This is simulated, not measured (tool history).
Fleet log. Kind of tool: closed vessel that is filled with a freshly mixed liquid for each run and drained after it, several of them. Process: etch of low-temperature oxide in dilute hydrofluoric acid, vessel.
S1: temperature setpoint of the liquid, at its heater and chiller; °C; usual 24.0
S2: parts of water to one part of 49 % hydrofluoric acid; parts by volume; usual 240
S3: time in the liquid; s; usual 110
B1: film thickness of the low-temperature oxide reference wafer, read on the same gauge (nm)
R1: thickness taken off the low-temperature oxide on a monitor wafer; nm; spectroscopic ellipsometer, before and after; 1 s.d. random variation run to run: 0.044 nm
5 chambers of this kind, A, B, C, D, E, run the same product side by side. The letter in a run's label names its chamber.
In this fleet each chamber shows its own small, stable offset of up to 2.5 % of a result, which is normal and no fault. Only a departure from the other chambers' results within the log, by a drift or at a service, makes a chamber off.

{"run": "1E", "day": 0.558, "S1": 24.0, "S2": 240, "S3": 110, "B1": 39.974, "R1": 5.7224}
{"run": "2A", "day": 0.954, "S1": 24.0, "S2": 240, "S3": 110, "B1": 40.017, "R1": 5.5385}
{"run": "3D", "day": 1.521, "S1": 24.0, "S2": 240, "S3": 110, "B1": 40.018, "R1": 5.5252}
{"run": "4C", "day": 1.996, "S1": 24.0, "S2": 240, "S3": 110, "B1": 40.028, "R1": 5.6299}
{"run": "5B", "day": 2.554, "S1": 24.0, "S2": 240, "S3": 110, "B1": 39.989, "R1": 5.5986}
{"run": "6B", "day": 2.875, "S1": 26.0, "S2": 240, "S3": 55, "B1": 40.033, "R1": 3.0378}
{"run": "7A", "day": 3.175, "S1": 26.0, "S2": 240, "S3": 55, "B1": 40.018, "R1": 3.0022}
{"run": "8D", "day": 3.742, "S1": 26.0, "S2": 240, "S3": 55, "B1": 40.0, "R1": 3.0134}
{"run": "9C", "day": 4.262, "S1": 26.0, "S2": 240, "S3": 55, "B1": 39.983, "R1": 3.0269}
{"run": "10E", "day": 4.858, "S1": 26.0, "S2": 240, "S3": 55, "B1": 39.999, "R1": 3.0563}
{"run": "11C", "day": 5.404, "S1": 24.0, "S2": 240, "S3": 110, "B1": 40.009, "R1": 5.617}
{"run": "12E", "day": 5.758, "S1": 24.0, "S2": 240, "S3": 110, "B1": 39.969, "R1": 5.6895}
{"run": "13D", "day": 6.204, "S1": 24.0, "S2": 240, "S3": 110, "B1": 40.013, "R1": 5.5287}
{"run": "14B", "day": 6.654, "S1": 26.0, "S2": 320, "S3": 110, "B1": 39.984, "R1": 4.1337}
{"run": "15A", "day": 7.271, "S1": 26.0, "S2": 320, "S3": 110, "B1": 39.978, "R1": 4.1472}
{"run": "16B", "day": 7.592, "S1": 26.0, "S2": 320, "S3": 110, "B1": 40.011, "R1": 4.1219}
{"run": "17D", "day": 7.908, "S1": 26.0, "S2": 320, "S3": 110, "B1": 39.993, "R1": 4.1028}
{"run": "18C", "day": 8.454, "S1": 26.0, "S2": 320, "S3": 110, "B1": 40.027, "R1": 4.1228}
{"run": "19E", "day": 8.804, "S1": 27.5, "S2": 240, "S3": 110, "B1": 39.985, "R1": 6.5304}
{"run": "20A", "day": 9.338, "S1": 27.5, "S2": 240, "S3": 110, "B1": 40.012, "R1": 6.3253}
{"run": "21E", "day": 9.767, "S1": 27.5, "S2": 240, "S3": 110, "B1": 40.016, "R1": 6.4697}
{"run": "22B", "day": 10.275, "S1": 27.5, "S2": 240, "S3": 110, "B1": 40.028, "R1": 6.1956}
{"run": "23C", "day": 10.775, "S1": 27.5, "S2": 240, "S3": 110, "B1": 39.998, "R1": 6.2941}
{"run": "24A", "day": 11.071, "S1": 24.0, "S2": 240, "S3": 110, "B1": 39.988, "R1": 5.5007}
{"run": "25D", "day": 11.404, "S1": 24.0, "S2": 240, "S3": 110, "B1": 40.016, "R1": 5.5981}
{"run": "26B", "day": 11.954, "S1": 24.0, "S2": 240, "S3": 110, "B1": 40.001, "R1": 5.4638}
{"run": "27D", "day": 12.354, "S1": 24.0, "S2": 240, "S3": 110, "B1": 39.975, "R1": 5.6524}
{"run": "28C", "day": 12.983, "S1": 24.0, "S2": 240, "S3": 110, "B1": 39.975, "R1": 5.5956}
{"run": "29A", "day": 13.454, "S1": 24.0, "S2": 240, "S3": 110, "B1": 39.994, "R1": 5.6208}
{"run": "30E", "day": 13.817, "S1": 24.0, "S2": 240, "S3": 110, "B1": 39.994, "R1": 5.7152}
{"run": "31B", "day": 14.362, "S1": 24.0, "S2": 240, "S3": 110, "B1": 39.988, "R1": 5.3408}
{"day": 14.85, "done": "chamber A: thermometer replaced"}
{"run": "32C", "day": 14.942, "S1": 24.0, "S2": 240, "S3": 110, "B1": 39.976, "R1": 5.5384}
{"run": "33D", "day": 15.267, "S1": 24.0, "S2": 240, "S3": 110, "B1": 40.011, "R1": 5.6964}
{"run": "34A", "day": 15.704, "S1": 24.0, "S2": 240, "S3": 110, "B1": 40.0, "R1": 5.653}
{"run": "35E", "day": 16.25, "S1": 24.0, "S2": 240, "S3": 110, "B1": 40.025, "R1": 5.7442}
{"run": "36B", "day": 16.633, "S1": 24.0, "S2": 350, "S3": 90, "B1": 39.994, "R1": 2.6515}
{"run": "37C", "day": 17.15, "S1": 24.0, "S2": 350, "S3": 90, "B1": 39.956, "R1": 2.7975}
{"run": "38D", "day": 17.779, "S1": 24.0, "S2": 350, "S3": 90, "B1": 39.975, "R1": 2.7998}

One chamber off, gauge drift, or nothing amiss beyond the chambers' own small offsets? If it is a chamber, which one, and what is the likeliest cause?

One chamber, B, drifts off from the rest bit by bit.
Likeliest cause: liquid colder than its thermometer reads (K) = 1.83.
With only this log, it may be confused with: hydrofluoric acid flow below the setpoint (%).

Chamber B could run next with any of the 4 candidate recipes listed below; each alters the usual settings, and their results appear as question marks. Which one brings its results back in line with what the other chambers deliver on the usual settings?
A result is in line if it is within this distance of the other chambers' mean on the usual settings: R1 0.1500 nm
{"run": "39B-1", "day": 18.229, "S1": 24.0, "S2": 240, "S3": 95, "R1": "?"}
{"run": "39B-2", "day": 18.229, "S1": 24.5, "S2": 215, "S3": 110, "R1": "?"}
{"run": "39B-3", "day": 18.229, "S1": 26.0, "S2": 240, "S3": 110, "R1": "?"}
{"run": "39B-4", "day": 18.229, "S1": 24.0, "S2": 255, "S3": 110, "R1": "?"}

What the other chambers average on the usual settings: R1 5.6300 nm
run=39B-1 R1=4.5264
run=39B-2 R1=6.1163
run=39B-3 R1=5.6426
run=39B-4 R1=4.8599
39B-3 is the one that brings the chamber's results back in line with the other chambers.

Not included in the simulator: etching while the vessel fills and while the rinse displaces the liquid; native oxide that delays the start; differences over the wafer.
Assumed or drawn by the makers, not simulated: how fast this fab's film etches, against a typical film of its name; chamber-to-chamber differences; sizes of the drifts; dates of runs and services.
